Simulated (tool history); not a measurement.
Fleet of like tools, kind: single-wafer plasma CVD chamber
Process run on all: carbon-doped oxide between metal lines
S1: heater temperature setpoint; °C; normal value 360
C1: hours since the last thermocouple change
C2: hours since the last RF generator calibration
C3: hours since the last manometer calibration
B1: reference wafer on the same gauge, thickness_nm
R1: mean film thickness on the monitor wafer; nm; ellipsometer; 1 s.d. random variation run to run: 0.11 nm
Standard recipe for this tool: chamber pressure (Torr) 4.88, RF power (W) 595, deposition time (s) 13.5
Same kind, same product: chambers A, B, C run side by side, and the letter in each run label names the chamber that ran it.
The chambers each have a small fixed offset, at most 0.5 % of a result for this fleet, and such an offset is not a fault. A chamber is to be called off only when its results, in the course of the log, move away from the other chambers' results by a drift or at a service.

{"run": "1B", "day": 0.25, "S1": 360, "chamber pressure (Torr)": 4.88, "RF power (W)": 595, "deposition time (s)": 13.5, "C1": 610.4, "C2": 1255.7, "C3": 1870.3, "B1": 67.974, "R1": 75.342}
{"run": "2C", "day": 0.567, "S1": 360, "chamber pressure (Torr)": 4.88, "RF power (W)": 595, "deposition time (s)": 13.5, "C1": 476.9, "C2": 1002.3, "C3": 486.8, "B1": 67.963, "R1": 75.529}
{"run": "3A", "day": 0.871, "S1": 360, "chamber pressure (Torr)": 4.88, "RF power (W)": 595, "deposition time (s)": 13.5, "C1": 1171.7, "C2": 528.1, "C3": 67.4, "B1": 67.967, "R1": 75.546}
{"run": "4A", "day": 1.229, "S1": 360, "chamber pressure (Torr)": 4.88, "RF power (W)": 595, "deposition time (s)": 13.5, "C1": 1180.3, "C2": 536.7, "C3": 76.0, "B1": 67.954, "R1": 75.735}
{"run": "5C", "day": 1.467, "S1": 360, "chamber pressure (Torr)": 4.88, "RF power (W)": 595, "deposition time (s)": 13.5, "C1": 498.5, "C2": 1023.9, "C3": 508.4, "B1": 67.934, "R1": 75.578}
{"run": "6B", "day": 1.654, "S1": 360, "chamber pressure (Torr)": 4.88, "RF power (W)": 595, "deposition time (s)": 13.5, "C1": 644.1, "C2": 1289.4, "C3": 1904.0, "B1": 67.945, "R1": 75.174}
{"run": "7B", "day": 1.912, "S1": 360, "chamber pressure (Torr)": 4.88, "RF power (W)": 595, "deposition time (s)": 13.5, "C1": 650.3, "C2": 1295.6, "C3": 1910.2, "B1": 67.935, "R1": 75.303}
{"run": "8A", "day": 2.212, "S1": 360, "chamber pressure (Torr)": 4.88, "RF power (W)": 595, "deposition time (s)": 13.5, "C1": 1203.9, "C2": 560.3, "C3": 99.6, "B1": 67.929, "R1": 75.527}
{"run": "9C", "day": 2.55, "S1": 360, "chamber pressure (Torr)": 4.88, "RF power (W)": 595, "deposition time (s)": 13.5, "C1": 524.5, "C2": 1049.9, "C3": 534.4, "B1": 67.889, "R1": 75.63}
{"run": "10C", "day": 2.854, "S1": 360, "chamber pressure (Torr)": 4.88, "RF power (W)": 595, "deposition time (s)": 13.5, "C1": 531.8, "C2": 1057.2, "C3": 541.7, "B1": 67.859, "R1": 75.46}
{"run": "11B", "day": 3.138, "S1": 360, "chamber pressure (Torr)": 4.88, "RF power (W)": 595, "deposition time (s)": 13.5, "C1": 679.7, "C2": 1325.0, "C3": 1939.6, "B1": 67.875, "R1": 75.108}
{"run": "12A", "day": 3.467, "S1": 360, "chamber pressure (Torr)": 4.88, "RF power (W)": 595, "deposition time (s)": 13.5, "C1": 1234.0, "C2": 590.4, "C3": 129.7, "B1": 67.824, "R1": 75.317}
{"run": "13C", "day": 3.883, "S1": 360, "chamber pressure (Torr)": 4.88, "RF power (W)": 595, "deposition time (s)": 13.5, "C1": 556.5, "C2": 1081.9, "C3": 566.4, "B1": 67.827, "R1": 75.449}
{"run": "14A", "day": 4.1, "S1": 360, "chamber pressure (Torr)": 4.88, "RF power (W)": 595, "deposition time (s)": 13.5, "C1": 1249.2, "C2": 605.6, "C3": 144.9, "B1": 67.827, "R1": 75.167}
{"run": "15B", "day": 4.329, "S1": 360, "chamber pressure (Torr)": 4.88, "RF power (W)": 595, "deposition time (s)": 13.5, "C1": 708.3, "C2": 1353.6, "C3": 1968.2, "B1": 67.823, "R1": 75.117}
{"run": "16C", "day": 4.721, "S1": 360, "chamber pressure (Torr)": 4.88, "RF power (W)": 595, "deposition time (s)": 13.5, "C1": 576.6, "C2": 1102.0, "C3": 586.5, "B1": 67.806, "R1": 75.652}
{"run": "17A", "day": 5.025, "S1": 360, "chamber pressure (Torr)": 4.88, "RF power (W)": 510, "deposition time (s)": 15.5, "C1": 1271.4, "C2": 627.8, "C3": 167.1, "B1": 67.769, "R1": 78.399}
{"day": 5.15, "done": "chamber B: capacitance manometer re-zeroed and calibrated"}
{"run": "18B", "day": 5.338, "S1": 360, "chamber pressure (Torr)": 4.88, "RF power (W)": 510, "deposition time (s)": 15.5, "C1": 732.5, "C2": 1377.8, "C3": 4.6, "B1": 67.775, "R1": 78.317}
{"run": "19B", "day": 5.612, "S1": 360, "chamber pressure (Torr)": 4.88, "RF power (W)": 510, "deposition time (s)": 15.5, "C1": 739.1, "C2": 1384.4, "C3": 11.2, "B1": 67.773, "R1": 78.479}
{"run": "20A", "day": 6.008, "S1": 350, "chamber pressure (Torr)": 4.88, "RF power (W)": 660, "deposition time (s)": 13.5, "C1": 1295.0, "C2": 651.4, "C3": 190.7, "B1": 67.731, "R1": 82.689}
{"run": "21C", "day": 6.296, "S1": 350, "chamber pressure (Torr)": 4.88, "RF power (W)": 660, "deposition time (s)": 13.5, "C1": 614.4, "C2": 1139.8, "C3": 624.3, "B1": 67.723, "R1": 82.592}
{"run": "22C", "day": 6.517, "S1": 350, "chamber pressure (Torr)": 4.88, "RF power (W)": 660, "deposition time (s)": 13.5, "C1": 619.7, "C2": 1145.1, "C3": 629.6, "B1": 67.698, "R1": 82.662}
{"run": "23A", "day": 6.758, "S1": 360, "chamber pressure (Torr)": 4.88, "RF power (W)": 595, "deposition time (s)": 13.5, "C1": 1313.0, "C2": 669.4, "C3": 208.7, "B1": 67.704, "R1": 75.379}
{"run": "24B", "day": 7.058, "S1": 360, "chamber pressure (Torr)": 4.88, "RF power (W)": 595, "deposition time (s)": 13.5, "C1": 773.8, "C2": 1419.1, "C3": 45.9, "B1": 67.686, "R1": 75.261}
{"run": "25A", "day": 7.296, "S1": 360, "chamber pressure (Torr)": 4.88, "RF power (W)": 485, "deposition time (s)": 13.5, "C1": 1325.9, "C2": 682.3, "C3": 221.6, "B1": 67.685, "R1": 66.018}
{"run": "26C", "day": 7.7, "S1": 360, "chamber pressure (Torr)": 4.88, "RF power (W)": 485, "deposition time (s)": 13.5, "C1": 648.1, "C2": 1173.5, "C3": 658.0, "B1": 67.671, "R1": 66.126}
{"run": "27B", "day": 8.108, "S1": 360, "chamber pressure (Torr)": 4.88, "RF power (W)": 485, "deposition time (s)": 13.5, "C1": 799.0, "C2": 1444.3, "C3": 71.1, "B1": 67.663, "R1": 66.398}
{"run": "28A", "day": 8.458, "S1": 360, "chamber pressure (Torr)": 4.88, "RF power (W)": 595, "deposition time (s)": 13.5, "C1": 1353.8, "C2": 710.2, "C3": 249.5, "B1": 67.635, "R1": 75.189}
{"run": "29C", "day": 8.833, "S1": 360, "chamber pressure (Torr)": 4.88, "RF power (W)": 595, "deposition time (s)": 13.5, "C1": 675.3, "C2": 1200.7, "C3": 685.2, "B1": 67.637, "R1": 75.334}
{"run": "30B", "day": 9.058, "S1": 360, "chamber pressure (Torr)": 4.88, "RF power (W)": 595, "deposition time (s)": 13.5, "C1": 821.8, "C2": 1467.1, "C3": 93.9, "B1": 67.589, "R1": 75.004}

Next, all 3 chambers run the settings below, one line each with question marks for the results. What does each chamber give?
{"run": "31A", "day": 9.358, "S1": 360, "chamber pressure (Torr)": 4.88, "RF power (W)": 595, "deposition time (s)": 15.8, "R1": "?"}
{"run": "31B", "day": 9.358, "S1": 360, "chamber pressure (Torr)": 4.88, "RF power (W)": 595, "deposition time (s)": 15.8, "R1": "?"}
{"run": "31C", "day": 9.358, "S1": 360, "chamber pressure (Torr)": 4.88, "RF power (W)": 595, "deposition time (s)": 15.8, "R1": "?"}

run=31A R1=87.788
run=31B R1=87.392
run=31C R1=87.897
